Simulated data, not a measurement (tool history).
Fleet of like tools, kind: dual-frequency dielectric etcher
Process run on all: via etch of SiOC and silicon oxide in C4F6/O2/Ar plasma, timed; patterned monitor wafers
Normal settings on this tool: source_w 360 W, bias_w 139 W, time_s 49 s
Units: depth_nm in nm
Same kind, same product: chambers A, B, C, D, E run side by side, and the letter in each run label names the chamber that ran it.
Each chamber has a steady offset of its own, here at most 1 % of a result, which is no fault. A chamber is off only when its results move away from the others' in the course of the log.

run   hour  source_w  bias_w  time_s  hours since the last wet clean  hours since the last source power generator calibration  hours since the last bias power generator calibration  read-back reference wafer on the same gauge, depth_nm  depth_nm
 1C    3.9       360     139      49                           166.5                                                   2915.7                                                 2687.6                                                  39.31    48.836
 2A    6.9       360     139      49                             175                                                   2691.5                                                 1820.9                                                 39.309    49.455
 3E   11.1       360     139      49                            65.2                                                   4399.1                                                 1585.9                                                 39.318    48.936
 4B     15       360     139      49                           410.2                                                    829.1                                                 3082.4                                                 39.327    48.961
 5D     19       360     139      49                           163.2                                                    374.9                                                  516.7                                                 39.331    49.023
 6E   22.4       360     139      49                            76.5                                                   4410.4                                                 1597.2                                                 39.343    48.899
 7C   25.6       360     139      49                           188.2                                                   2937.4                                                 2709.3                                                 39.341    48.946
 8D   29.2       360     139      49                           173.4                                                    385.1                                                  526.9                                                 39.339    49.065
 9A   33.8       360     139      49                           201.9                                                   2718.4                                                 1847.8                                                 39.342    49.493
10B   38.8       360     139      49                             434                                                    852.9                                                 3106.2                                                 39.356    48.948
11B   42.5       360     139      49                           437.7                                                    856.6                                                 3109.9                                                 39.349    49.031
      42.7  -- chamber B: bias power generator calibrated
12D   46.9       360     139      49                           191.1                                                    402.8                                                  544.6                                                 39.369     48.98
13E   51.4       360     139      49                           105.5                                                   4439.4                                                 1626.2                                                  39.38    49.006
14C   55.6       360     139      49                           218.2                                                   2967.4                                                 2739.3                                                 39.391     48.88
15A   58.2       360     139      49                           226.3                                                   2742.8                                                 1872.2                                                 39.395    49.554
16C   61.5       360     139      49                           224.1                                                   2973.3                                                 2745.2                                                 39.388    48.979
      63.2  -- chamber B: wet clean of the chamber
17A   64.1       360     139      49                           232.2                                                   2748.7                                                 1878.1                                                 39.394    49.589
18B   67.2       360     139      60                             4.1                                                    881.3                                                   24.5                                                 39.403    59.961
      70.1  -- chamber C: source power generator calibrated
19E   70.2       360     139      60                           124.3                                                   4458.2                                                   1645                                                 39.406    60.023
20D   72.9       360     139      60                           217.1                                                    428.8                                                  570.6                                                 39.408    60.254
21E   76.4       360     139      60                           130.5                                                   4464.4                                                 1651.2                                                  39.43    60.081
22D   78.9       360     139      60                           223.1                                                    434.8                                                  576.6                                                 39.421    60.295
23A   82.7       360     139      49                           250.8                                                   2767.3                                                 1896.7                                                  39.44    49.599
24B   86.3       360     139      49                            23.2                                                    900.4                                                   43.6                                                 39.437    48.955
25C   91.4       360     139      49                             254                                                     21.4                                                 2775.1                                                 39.427    49.067
26C   95.4       360     139      49                             258                                                     25.4                                                 2779.1                                                 39.452    49.135
27E  100.5       360     139      49                           154.6                                                   4488.5                                                 1675.3                                                 39.452    49.094
28B  104.2       280     139      49                            41.1                                                    918.3                                                   61.5                                                 39.464    44.564
29A  106.7       280     139      49                           274.8                                                   2791.3                                                 1920.7                                                 39.467    44.919
30D  110.2       280     139      49                           254.4                                                    466.1                                                  607.9                                                 39.471    44.645
31B  113.2       280     139      49                            50.1                                                    927.3                                                   70.5                                                 39.455     44.62
32C    116       280     139      49                           278.6                                                       46                                                 2799.7                                                 39.487    44.545
33E  119.6       360     139      49                           173.7                                                   4507.6                                                 1694.4                                                 39.491    49.117
34D    122       360     139      49                           266.2                                                    477.9                                                  619.7                                                 39.483    49.288
35A  125.3       360     139      49                           293.4                                                   2809.9                                                 1939.3                                                 39.502    49.574
36E  129.7       360     139      49                           183.8                                                   4517.7                                                 1704.5                                                 39.501    49.197
37A  133.4       360     139      49                           301.5                                                     2818                                                 1947.4                                                 39.511    49.647

Decide between three cases: one chamber stands off from its peers, the gauge reading all wafers drifts, or nothing is wrong past each chamber's small offset. Where a chamber is off, say which and what most likely put it there.

The gauge drifts, so all chambers seem to drift together. No chamber is off.
Likeliest cause: gauge reads high (%) = 0.537.

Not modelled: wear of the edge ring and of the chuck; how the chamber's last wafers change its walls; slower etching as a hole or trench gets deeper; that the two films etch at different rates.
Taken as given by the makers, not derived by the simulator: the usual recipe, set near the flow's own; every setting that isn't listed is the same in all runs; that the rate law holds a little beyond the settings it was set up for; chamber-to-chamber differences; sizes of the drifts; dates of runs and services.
